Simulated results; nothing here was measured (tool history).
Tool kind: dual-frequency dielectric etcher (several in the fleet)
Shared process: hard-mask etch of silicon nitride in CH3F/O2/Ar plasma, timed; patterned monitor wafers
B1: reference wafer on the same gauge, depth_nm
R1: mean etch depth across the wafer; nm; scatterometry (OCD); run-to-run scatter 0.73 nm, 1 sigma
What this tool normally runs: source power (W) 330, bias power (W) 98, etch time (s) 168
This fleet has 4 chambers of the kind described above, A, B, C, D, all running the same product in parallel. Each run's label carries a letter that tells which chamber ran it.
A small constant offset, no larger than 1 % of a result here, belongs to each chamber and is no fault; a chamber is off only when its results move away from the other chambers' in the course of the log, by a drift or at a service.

run 1A day=0.296 | source_power_(W)=330 bias_power_(W)=98 etch_time_(s)=168 | B1=143.13 | R1=121.98
run 2C day=0.583 | source_power_(W)=330 bias_power_(W)=98 etch_time_(s)=168 | B1=143.1 | R1=123.32
run 3B day=0.888 | source_power_(W)=330 bias_power_(W)=98 etch_time_(s)=168 | B1=143.04 | R1=125.16
-- day=0.933 chamber A: wet clean of the chamber
run 4D day=1.217 | source_power_(W)=330 bias_power_(W)=98 etch_time_(s)=168 | B1=143.21 | R1=122.58
run 5B day=1.533 | source_power_(W)=330 bias_power_(W)=79 etch_time_(s)=153 | B1=142.85 | R1=103.86
run 6C day=1.779 | source_power_(W)=330 bias_power_(W)=79 etch_time_(s)=153 | B1=143.16 | R1=102.87
run 7A day=2.162 | source_power_(W)=330 bias_power_(W)=79 etch_time_(s)=153 | B1=143.16 | R1=102.86
run 8D day=2.571 | source_power_(W)=330 bias_power_(W)=79 etch_time_(s)=153 | B1=143 | R1=103.27
run 9C day=3 | source_power_(W)=330 bias_power_(W)=98 etch_time_(s)=168 | B1=143.12 | R1=122.54
run 10A day=3.233 | source_power_(W)=330 bias_power_(W)=98 etch_time_(s)=168 | B1=142.93 | R1=122.22
run 11B day=3.6 | source_power_(W)=330 bias_power_(W)=98 etch_time_(s)=168 | B1=142.78 | R1=122.88
run 12D day=3.883 | source_power_(W)=330 bias_power_(W)=98 etch_time_(s)=168 | B1=143.08 | R1=123.09
run 13B day=4.308 | source_power_(W)=330 bias_power_(W)=98 etch_time_(s)=168 | B1=143.24 | R1=121.92
run 14A day=4.583 | source_power_(W)=330 bias_power_(W)=98 etch_time_(s)=168 | B1=143.06 | R1=123.38
run 15D day=4.95 | source_power_(W)=330 bias_power_(W)=98 etch_time_(s)=168 | B1=142.83 | R1=121.18
run 16C day=5.367 | source_power_(W)=330 bias_power_(W)=98 etch_time_(s)=168 | B1=142.79 | R1=123.25
run 17C day=5.658 | source_power_(W)=330 bias_power_(W)=98 etch_time_(s)=168 | B1=143.05 | R1=122.6
run 18A day=6.05 | source_power_(W)=330 bias_power_(W)=98 etch_time_(s)=168 | B1=143.13 | R1=122.95
run 19D day=6.346 | source_power_(W)=330 bias_power_(W)=98 etch_time_(s)=168 | B1=142.91 | R1=121.74
run 20B day=6.638 | source_power_(W)=330 bias_power_(W)=98 etch_time_(s)=168 | B1=143.08 | R1=123.73
run 21C day=6.938 | source_power_(W)=330 bias_power_(W)=98 etch_time_(s)=168 | B1=143.11 | R1=121.47
run 22B day=7.242 | source_power_(W)=330 bias_power_(W)=98 etch_time_(s)=168 | B1=142.96 | R1=123.74
run 23D day=7.579 | source_power_(W)=330 bias_power_(W)=98 etch_time_(s)=168 | B1=142.95 | R1=122.33
run 24A day=7.85 | source_power_(W)=330 bias_power_(W)=98 etch_time_(s)=168 | B1=142.92 | R1=121.36
run 25B day=8.183 | source_power_(W)=330 bias_power_(W)=98 etch_time_(s)=168 | B1=142.89 | R1=124

The same settings go to every chamber for the next run, one line per chamber below. Forecast the results for each:
run 26A day=8.492 | source_power_(W)=330 bias_power_(W)=98 etch_time_(s)=168 | R1=?
run 26B day=8.492 | source_power_(W)=330 bias_power_(W)=98 etch_time_(s)=168 | R1=?
run 26C day=8.492 | source_power_(W)=330 bias_power_(W)=98 etch_time_(s)=168 | R1=?
run 26D day=8.492 | source_power_(W)=330 bias_power_(W)=98 etch_time_(s)=168 | R1=?

run=26A R1=122.29
run=26B R1=122.28
run=26C R1=122.23
run=26D R1=121.24

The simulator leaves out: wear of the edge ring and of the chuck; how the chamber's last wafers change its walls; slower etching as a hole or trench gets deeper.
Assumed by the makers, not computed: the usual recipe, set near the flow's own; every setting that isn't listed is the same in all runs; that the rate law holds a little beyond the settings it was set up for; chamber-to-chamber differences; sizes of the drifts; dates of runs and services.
